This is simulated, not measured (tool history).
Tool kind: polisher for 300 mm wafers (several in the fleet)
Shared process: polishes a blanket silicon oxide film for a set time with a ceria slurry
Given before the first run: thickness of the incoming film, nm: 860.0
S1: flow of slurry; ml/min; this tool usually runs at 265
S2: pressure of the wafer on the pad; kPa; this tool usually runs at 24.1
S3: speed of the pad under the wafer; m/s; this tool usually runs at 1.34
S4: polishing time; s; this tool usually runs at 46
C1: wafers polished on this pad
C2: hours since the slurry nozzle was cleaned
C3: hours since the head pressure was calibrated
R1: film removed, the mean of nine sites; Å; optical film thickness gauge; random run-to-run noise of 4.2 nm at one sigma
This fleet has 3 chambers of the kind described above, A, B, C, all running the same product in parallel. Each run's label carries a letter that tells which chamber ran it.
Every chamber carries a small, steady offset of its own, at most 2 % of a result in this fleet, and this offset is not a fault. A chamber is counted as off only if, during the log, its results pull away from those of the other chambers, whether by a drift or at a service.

run    day   S1    S2    S3  S4    C1     C2      C3      R1
     0.154  -- chamber B: worn pad replaced by a new one
 1A  0.171  265  24.1  1.34  46   325  133.6   141.2  3610.5
 2B  0.342  265  24.1  1.34  46    46  481.1  1197.8  3633.1
 3C  0.558  265  24.1  1.34  46   269  117.0   691.7  3695.9
 4A  0.733  265  24.1  1.34  46   462  147.1   154.7  3583.7
 5B  0.833  265  24.1  1.34  46   165  492.9  1209.6  3534.3
 6C  1.008  265  24.1  1.34  46   378  127.8   702.5  3655.1
     1.071  -- chamber A: worn pad replaced by a new one
 7C  1.129  265  24.1  1.34  46   408  130.7   705.4  3610.1
 8A  1.325  265  24.1  1.34  46    62  161.3   168.9  3585.2
 9B  1.529  265  24.1  1.34  38   334  509.6  1226.3  2962.6
10C  1.650  265  24.1  1.34  38   534  143.2   717.9  3056.1
11B  1.879  265  24.1  1.34  38   420  518.0  1234.7  2942.0
12A  1.979  265  24.1  1.34  52   221  177.0   184.6  4135.5
13B  2.150  265  24.1  1.34  52   485  524.5  1241.2  4066.2
14A  2.292  265  24.1  1.34  52   296  184.5   192.1  4113.7
15C  2.479  265  24.1  1.34  46   736  163.1   737.8  3747.3
16C  2.612  265  24.1  1.34  46   768  166.3   741.0  3675.7
17B  2.792  265  24.1  1.34  46   641  539.9  1256.6  3527.7
18A  2.983  265  24.1  1.34  46   465  201.1   208.7  3568.1
     3.117  -- chamber B: worn pad replaced by a new one
19C  3.142  265  24.1  1.34  46   897  179.0   753.7  3786.8
20A  3.304  265  24.1  1.34  46   543  208.8   216.4  3735.2
21B  3.462  265  24.1  1.34  46    84  556.0  1272.7  3559.2
22B  3.608  265  24.1  1.34  46   119  559.5  1276.2  3599.4
     3.667  -- chamber A: worn pad replaced by a new one
23A  3.800  265  24.1  1.34  46    33  220.7   228.3  3601.6
24C  3.967  265  24.1  1.34  46  1097  198.8   773.5  3822.3
25B  4.071  265  24.1  1.14  31   232  570.6  1287.3  2061.5
     4.096  -- chamber C: worn pad replaced by a new one
26C  4.296  265  24.1  1.14  31    49  206.7   781.4  2222.7
27A  4.479  265  24.1  1.14  31   198  237.0   244.6  2090.4
28B  4.700  265  24.1  1.34  46   385  585.7  1302.4  3538.8
     4.854  -- chamber A: slurry nozzle cleaned
29A  4.912  265  24.1  1.34  46   303    1.5   255.0  3677.4
30C  5.046  265  24.1  1.34  46   231  224.7   799.4  3850.5
31B  5.167  265  24.1  1.34  46   498  596.9  1313.6  3565.2
32C  5.383  265  24.1  1.34  46   313  232.8   807.5  3904.3
33A  5.533  265  24.1  1.34  46   454   16.4   269.9  3566.6
34B  5.750  265  24.1  1.34  46   640  610.9  1327.6  3520.4
     5.867  -- chamber A: worn pad replaced by a new one
35C  5.925  265  20.0  1.06  46   445  245.8   820.5  2609.7
36A  6.112  265  20.0  1.06  46    60   30.3   283.8  2328.5
     6.217  -- chamber B: worn pad replaced by a new one
37A  6.221  265  20.0  1.06  46    86   32.9   286.4  2311.0
38B  6.329  265  24.1  1.34  46    28  624.8  1341.5  3587.2
39C  6.550  265  24.1  1.34  46   596  260.8   835.5  4059.0

All 3 chambers run these settings next. Forecast each chamber's results:
40A  6.717  265  24.1  1.34  55               ?
40B  6.717  265  24.1  1.34  55               ?
40C  6.717  265  24.1  1.34  55               ?

run      R1
40A  4259.1
40B  4207.8
40C  4816.5

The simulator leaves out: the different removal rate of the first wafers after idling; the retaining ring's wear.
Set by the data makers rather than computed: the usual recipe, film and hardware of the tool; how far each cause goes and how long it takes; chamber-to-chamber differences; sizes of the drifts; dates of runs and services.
